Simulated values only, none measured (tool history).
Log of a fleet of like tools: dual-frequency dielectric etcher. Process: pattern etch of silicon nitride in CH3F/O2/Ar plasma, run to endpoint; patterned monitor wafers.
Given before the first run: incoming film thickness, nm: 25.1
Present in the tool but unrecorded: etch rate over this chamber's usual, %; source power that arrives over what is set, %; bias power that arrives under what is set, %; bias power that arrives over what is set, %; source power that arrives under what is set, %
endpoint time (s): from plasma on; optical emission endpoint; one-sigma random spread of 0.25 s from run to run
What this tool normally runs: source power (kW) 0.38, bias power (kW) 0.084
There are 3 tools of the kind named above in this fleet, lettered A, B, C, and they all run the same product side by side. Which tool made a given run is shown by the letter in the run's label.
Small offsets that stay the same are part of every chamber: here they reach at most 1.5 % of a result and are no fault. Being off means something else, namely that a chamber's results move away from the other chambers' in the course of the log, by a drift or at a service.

run	hour	source power (kW)	bias power (kW)	hours since the last wet clean	hours since the last source power generator calibration	hours since the last bias power generator calibration	endpoint time (s)
1C	3.7	0.38	0.084	503.7	984.7	3723.3	34.526
2B	6.3	0.38	0.084	141.3	105.4	1012.8	35.056
3A	10.3	0.38	0.084	427	2356.9	1819.5	34.946
4A	12.8	0.38	0.084	429.5	2359.4	1822	34.824
5B	14.9	0.38	0.084	149.9	114	1021.4	34.874
6C	19.8	0.38	0.084	519.8	1000.8	3739.4	34.543
7A	24.6	0.38	0.084	441.3	2371.2	1833.8	34.976
8C	29.3	0.38	0.071	529.3	1010.3	3748.9	36.372
9B	34	0.38	0.071	169	133.1	1040.5	37.223
10B	37.9	0.38	0.071	172.9	137	1044.4	37.12
11C	40.3	0.38	0.084	540.3	1021.3	3759.9	34.186
12A	44.9	0.38	0.076	461.6	2391.5	1854.1	36.12
13A	48.3	0.38	0.076	465	2394.9	1857.5	36.043
14C	52.7	0.38	0.076	552.7	1033.7	3772.3	36.188
15B	56.8	0.38	0.084	191.8	155.9	1063.3	34.75
16B	59.7	0.38	0.084	194.7	158.8	1066.2	35.026
17C	64.4	0.38	0.084	564.4	1045.4	3784	34.738
18A	67	0.38	0.084	483.7	2413.6	1876.2	35.161
19B	70.6	0.38	0.075	205.6	169.7	1077.1	36.467
20C	74.9	0.38	0.075	574.9	1055.9	3794.5	36.252
21A	78.7	0.38	0.075	495.4	2425.3	1887.9	36.309
22C	81.3	0.38	0.084	581.3	1062.3	3800.9	34.959
23A	84	0.38	0.084	500.7	2430.6	1893.2	35.201

Has any chamber moved away from the others, gradually or after a service, or does the common gauge drift, or do the chambers differ only by their own small steady offsets? State the chamber and the most likely cause if one applies.

No chamber stands off beyond its own small offset, and the gauge holds steady.

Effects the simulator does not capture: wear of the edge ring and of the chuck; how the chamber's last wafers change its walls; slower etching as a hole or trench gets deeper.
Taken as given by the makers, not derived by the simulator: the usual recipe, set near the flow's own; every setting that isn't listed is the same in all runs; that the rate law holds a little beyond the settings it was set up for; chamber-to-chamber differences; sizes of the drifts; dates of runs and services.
